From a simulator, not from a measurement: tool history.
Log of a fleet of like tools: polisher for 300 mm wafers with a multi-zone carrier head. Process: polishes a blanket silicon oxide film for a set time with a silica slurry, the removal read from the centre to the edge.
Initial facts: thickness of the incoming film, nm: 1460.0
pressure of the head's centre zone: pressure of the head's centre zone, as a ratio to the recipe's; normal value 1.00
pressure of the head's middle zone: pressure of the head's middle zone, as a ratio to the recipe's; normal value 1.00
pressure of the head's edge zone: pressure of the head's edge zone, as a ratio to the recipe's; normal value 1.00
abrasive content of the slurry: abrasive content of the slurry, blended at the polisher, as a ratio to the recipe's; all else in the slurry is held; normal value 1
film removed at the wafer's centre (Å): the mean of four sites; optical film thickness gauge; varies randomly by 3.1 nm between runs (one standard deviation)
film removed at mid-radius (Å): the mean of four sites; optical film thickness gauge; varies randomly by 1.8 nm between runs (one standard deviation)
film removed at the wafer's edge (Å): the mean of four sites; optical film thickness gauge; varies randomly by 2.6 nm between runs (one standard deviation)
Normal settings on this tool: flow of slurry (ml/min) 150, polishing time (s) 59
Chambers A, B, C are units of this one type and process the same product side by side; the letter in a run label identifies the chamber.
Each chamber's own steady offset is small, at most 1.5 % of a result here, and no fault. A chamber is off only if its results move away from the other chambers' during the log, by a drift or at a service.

run,hour,flow of slurry (ml/min),pressure of the head's centre zone,pressure of the head's middle zone,pressure of the head's edge zone,abrasive content of the slurry,polishing time (s),wafers polished on this pad,hours since the slurry nozzle was cleaned,hours since the centre zone pressure was calibrated,hours since the edge zone pressure was calibrated,film removed at the wafer's centre (Å),film removed at mid-radius (Å),film removed at the wafer's edge (Å)
1A,9.5,150,1.00,1.00,1.00,1,59,159,200.1,299.4,1166.9,2358.0,2410.1,2392.3
2C,16.6,150,1.00,1.00,1.00,1,59,366,199.0,361.5,368.1,2403.4,2360.0,2373.7
3B,27.8,150,1.00,1.00,1.00,1,59,384,121.7,999.2,713.2,2369.7,2318.8,2347.0
4A,41.3,150,1.00,1.00,1.00,1,59,568,231.9,331.2,1198.7,2377.7,2375.3,2300.3
# hour 45.6: chamber A: centre zone pressure recalibrated
5B,49.1,150,1.00,1.00,1.00,1,59,658,143.0,1020.5,734.5,2423.2,2398.8,2391.0
6C,57.4,150,1.00,1.00,1.00,1,59,891,239.8,402.3,408.9,2374.0,2364.8,2359.9
7C,70.7,150,1.00,1.00,1.00,1,59,1062,253.1,415.6,422.2,2364.7,2418.9,2398.3
8A,80.2,150,1.00,1.00,1.00,1,59,1068,270.8,34.7,1237.6,2424.6,2396.9,2366.5
# hour 85.8: chamber C: worn pad replaced by a new one
# hour 90.8: chamber B: worn pad replaced by a new one
# hour 91.2: chamber A: worn pad replaced by a new one
9B,92.9,150,1.00,1.00,1.00,1,59,27,186.8,1064.3,778.3,2419.0,2330.6,2417.0
10C,100.8,150,1.00,1.00,1.00,1,59,193,283.2,445.7,452.3,2307.9,2362.9,2328.7
11A,110.9,150,1.09,1.00,1.00,1,59,254,301.5,65.4,1268.3,2614.3,2404.5,2372.1
12B,121.8,150,1.09,1.00,1.00,1,59,399,215.7,1093.2,807.2,2627.8,2362.7,2328.2
13C,131.8,150,1.09,1.00,1.00,1,59,592,314.2,476.7,483.3,2592.8,2386.5,2372.3
14A,143.8,150,1.00,1.00,1.00,1,59,677,334.4,98.3,1301.2,2376.6,2396.4,2342.0
15B,152.1,150,1.00,1.00,1.00,1,59,789,246.0,1123.5,837.5,2367.6,2347.1,2350.9
16A,161.7,150,1.10,1.00,1.00,1,59,907,352.3,116.2,1319.1,2671.0,2369.2,2345.7
17B,170.6,150,1.10,1.00,1.00,1,59,1027,264.5,1142.0,856.0,2589.8,2331.7,2393.2
# hour 173.4: chamber C: worn pad replaced by a new one
# hour 174.8: chamber A: worn pad replaced by a new one
18C,184.1,150,1.10,1.00,1.00,1,59,138,366.5,529.0,535.6,2565.7,2392.9,2349.6
# hour 190.5: chamber B: worn pad replaced by a new one
19A,196.8,150,1.00,1.00,1.00,1,59,283,387.4,151.3,1354.2,2442.0,2400.7,2314.7
20C,207.7,150,1.00,1.00,1.00,1,59,441,390.1,552.6,559.2,2296.9,2404.0,2337.0
21B,217.2,150,1.00,1.00,1.00,1,59,344,311.1,1188.6,902.6,2364.5,2390.8,2366.8
# hour 218.6: chamber A: edge zone pressure recalibrated
22C,228.3,150,1.00,1.00,1.00,1,59,706,410.7,573.2,579.8,2275.3,2401.7,2383.2
23B,234.9,150,1.00,1.00,1.00,1,59,572,328.8,1206.3,920.3,2379.0,2369.3,2377.9
24A,241.1,150,1.00,1.00,1.00,1,59,853,431.7,195.6,22.5,2394.9,2396.9,2383.6
25A,247.4,185,1.00,1.00,1.00,1,59,934,438.0,201.9,28.8,2509.4,2475.3,2414.5
26C,260.7,185,1.00,1.00,1.00,1,59,1123,443.1,605.6,612.2,2352.7,2481.7,2402.9
# hour 267.8: chamber A: worn pad replaced by a new one
# hour 268.4: chamber B: worn pad replaced by a new one
27B,273.4,185,1.00,1.00,1.00,1,59,65,367.3,1244.8,958.8,2462.7,2484.8,2471.9
# hour 276.7: chamber C: worn pad replaced by a new one
28C,286.2,150,1.00,1.00,1.00,1,59,123,468.6,631.1,637.7,2199.3,2393.4,2398.8
# hour 293.6: chamber B: edge zone pressure recalibrated
29A,294.8,150,1.00,1.00,1.00,1,59,347,485.4,249.3,76.2,2343.1,2358.3,2357.2
30B,305.2,150,1.00,1.00,0.94,1,59,474,399.1,1276.6,11.7,2412.2,2353.2,2286.4
31C,311.4,150,1.00,1.00,0.94,1,59,447,493.8,656.3,662.9,2205.7,2387.8,2276.8
32A,322.4,150,1.00,1.00,0.94,1,59,702,513.0,276.9,103.8,2325.6,2396.0,2293.4
33B,334.8,150,1.00,1.00,1.00,1,59,855,428.7,1306.2,41.3,2369.7,2387.4,2349.8
# hour 343.5: chamber B: worn pad replaced by a new one
34A,347.6,175,1.00,1.00,1.00,1,69,1026,538.2,302.1,129.0,2923.4,2887.4,2798.7
# hour 351.1: chamber A: worn pad replaced by a new one
35C,354.6,175,1.00,1.00,1.00,1,69,1002,537.0,699.5,706.1,2579.6,2880.3,2793.6
# hour 362.1: chamber C: slurry nozzle cleaned
36B,363.4,175,1.00,1.00,1.00,1,69,256,457.3,1334.8,69.9,2885.8,2852.8,2866.8
37B,376.0,150,1.00,1.00,1.00,1,59,418,469.9,1347.4,82.5,2356.9,2354.5,2332.1
38C,382.8,150,1.00,1.00,1.00,1,59,1365,20.7,727.7,734.3,2119.1,2408.9,2375.1
39A,390.6,150,1.00,1.00,1.00,1,59,509,581.2,345.1,172.0,2361.3,2401.7,2344.4
# hour 391.6: chamber C: worn pad replaced by a new one
40A,400.4,150,1.00,1.11,1.00,1,79,635,591.0,354.9,181.8,3091.9,3534.2,3190.0
# hour 404.4: chamber B: centre zone pressure recalibrated
41B,413.3,150,1.00,1.11,1.00,1,79,897,507.2,9.0,119.8,3215.8,3481.5,3140.2
42C,427.4,150,1.00,1.11,1.00,1,79,460,65.3,772.3,778.9,2791.6,3566.9,3210.1
43B,433.7,175,1.00,1.00,1.00,1,69,1160,527.6,29.4,140.2,2871.9,2866.8,2863.2

Decide between three cases: one chamber stands off from its peers, the gauge reading all wafers drifts, or nothing is wrong past each chamber's small offset. Where a chamber is off, say which and what most likely put it there.

It is chamber C that slowly wanders off from its peers.
Likeliest cause: centre zone's pressure below its setpoint, % = 11.6.

Here are 4 candidates for chamber C's next run, each the usual settings with a change, their results left as question marks. Which one brings its results back in line with what the others give on the usual settings?
In line here means within this much of the mean the other chambers give on the usual settings: film removed at the wafer's centre (Å) 110.0; film removed at mid-radius (Å) 64.0; film removed at the wafer's edge (Å) 92.0
44C-1,443.8,170,1.17,0.93,0.91,1,61,,,,,?,?,?
44C-2,443.8,140,0.83,1.05,1.06,1,58,,,,,?,?,?
44C-3,443.8,145,0.89,1.03,1.03,1,58,,,,,?,?,?
44C-4,443.8,155,1.11,0.97,0.97,1,60,,,,,?,?,?

Other chambers, usual settings, mean: film removed at the wafer's centre (Å) 2381.9; film removed at mid-radius (Å) 2379.2; film removed at the wafer's edge (Å) 2367.7
run,film removed at the wafer's centre (Å),film removed at mid-radius (Å),film removed at the wafer's edge (Å)
44C-1,2582.1,2365.4,2368.0
44C-2,1603.5,2433.1,2372.7
44C-3,1750.5,2405.8,2348.6
44C-4,2353.7,2381.0,2377.3
It is 44C-4 that realigns the chamber with its peers.

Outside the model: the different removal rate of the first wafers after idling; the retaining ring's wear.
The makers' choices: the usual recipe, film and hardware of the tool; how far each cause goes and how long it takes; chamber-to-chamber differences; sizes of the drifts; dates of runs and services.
